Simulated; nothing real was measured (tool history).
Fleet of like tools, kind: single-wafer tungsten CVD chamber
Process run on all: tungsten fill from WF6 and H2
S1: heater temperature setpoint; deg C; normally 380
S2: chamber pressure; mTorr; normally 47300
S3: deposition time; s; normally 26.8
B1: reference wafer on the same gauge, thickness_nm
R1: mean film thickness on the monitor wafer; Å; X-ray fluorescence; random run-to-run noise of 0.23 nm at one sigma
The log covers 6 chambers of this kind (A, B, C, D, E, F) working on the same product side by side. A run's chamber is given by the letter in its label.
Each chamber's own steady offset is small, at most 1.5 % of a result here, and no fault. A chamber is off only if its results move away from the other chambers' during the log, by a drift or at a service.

run   hour   S1     S2    S3      B1      R1
 1F    9.0  380  47300  26.8  61.988  661.46
 2E   22.2  380  47300  26.8  62.066  646.77
 3A   33.7  380  47300  26.8  61.978  663.23
 4B   42.6  380  47300  26.8  61.980  655.03
 5D   56.8  380  47300  26.8  62.008  644.68
 6C   66.2  380  47300  26.8  61.975  645.94
 7B   74.3  371  47300  26.8  62.039  541.74
      78.3  -- chamber C: capacitance manometer re-zeroed and calibrated
 8D   89.7  371  47300  26.8  62.006  533.66
 9A  103.5  371  47300  26.8  61.990  549.78
10E  118.6  371  47300  26.8  62.037  531.95
11C  129.8  371  47300  26.8  61.990  536.75
12F  143.1  371  47300  26.8  61.921  547.00
13B  157.9  380  47300  26.8  61.977  650.41
     160.5  -- chamber B: thermocouple changed; heater temperature recalibrated
14F  167.8  380  47300  26.8  62.034  656.48
15A  178.5  380  47300  26.8  62.008  658.03
16D  189.4  380  47300  26.8  62.023  643.18
17E  202.6  380  47300  29.0  62.022  700.27
18C  215.1  380  47300  29.0  61.960  705.07
     222.2  -- chamber E: capacitance manometer re-zeroed and calibrated
19A  226.8  380  47300  29.0  61.986  710.60
20C  236.1  380  47300  29.0  61.971  703.92
21B  248.3  380  47300  29.0  62.005  734.83
22F  262.4  380  47300  29.0  62.069  710.96
23E  271.1  380  47300  26.8  62.000  646.25
24D  282.9  380  47300  26.8  62.001  646.60
25C  292.8  380  47300  26.8  61.991  647.64
26E  300.2  380  47300  26.8  62.036  647.82
     304.1  -- chamber D: thermocouple changed; heater temperature recalibrated
     307.0  -- chamber F: thermocouple changed; heater temperature recalibrated
27A  307.1  380  47300  26.8  62.025  661.93
28B  314.2  380  47300  26.8  62.008  681.27
29F  323.7  380  47300  26.8  61.981  660.23
30D  333.2  380  57500  22.5  62.009  590.70
31D  343.6  380  57500  22.5  61.992  587.42
32F  358.2  380  57500  22.5  62.007  604.35
33B  365.4  380  57500  22.5  61.958  623.67
34A  377.4  380  57500  22.5  62.023  603.53
35C  387.5  380  57500  22.5  62.054  591.33
36E  397.8  380  47300  26.8  61.941  650.01
37E  409.8  380  47300  26.8  62.007  650.21
38B  417.3  380  47300  26.8  62.036  678.48
39F  424.4  380  47300  26.8  61.961  660.38
40A  431.4  380  47300  26.8  61.968  658.76
41D  439.5  380  47300  26.8  61.980  649.98
42C  454.6  380  47300  23.2  62.008  560.30

Which is it: a chamber that has drifted or been left off by a service, a gauge drift common to all chambers, or only each chamber's usual small offset? If a chamber is off, name it and its likeliest cause.

After it was serviced, chamber B no longer matches the other chambers.
Likeliest cause: wafer temperature above the value expected at the setpoint (K) = 2.2.

Chamber B could run next with any of the 4 candidate recipes listed below; each alters the usual settings, and their results appear as question marks. Which one brings its results back in line with what the other chambers deliver on the usual settings?
Maximum distance from the other chambers' mean on the usual settings for a result to count as in line: R1 8.00 Å
43B-1  465.8  377  46400  26.8       ?
43B-2  465.8  380  47300  28.5       ?
43B-3  465.8  380  46200  26.0       ?
43B-4  465.8  380  51600  26.8       ?

Usual-settings mean across the other chambers: R1 651.84 Å
  run      R1
43B-1  635.29
43B-2  724.08
43B-3  653.19
43B-4  708.48
With 43B-3, the chamber falls back in line with the rest.
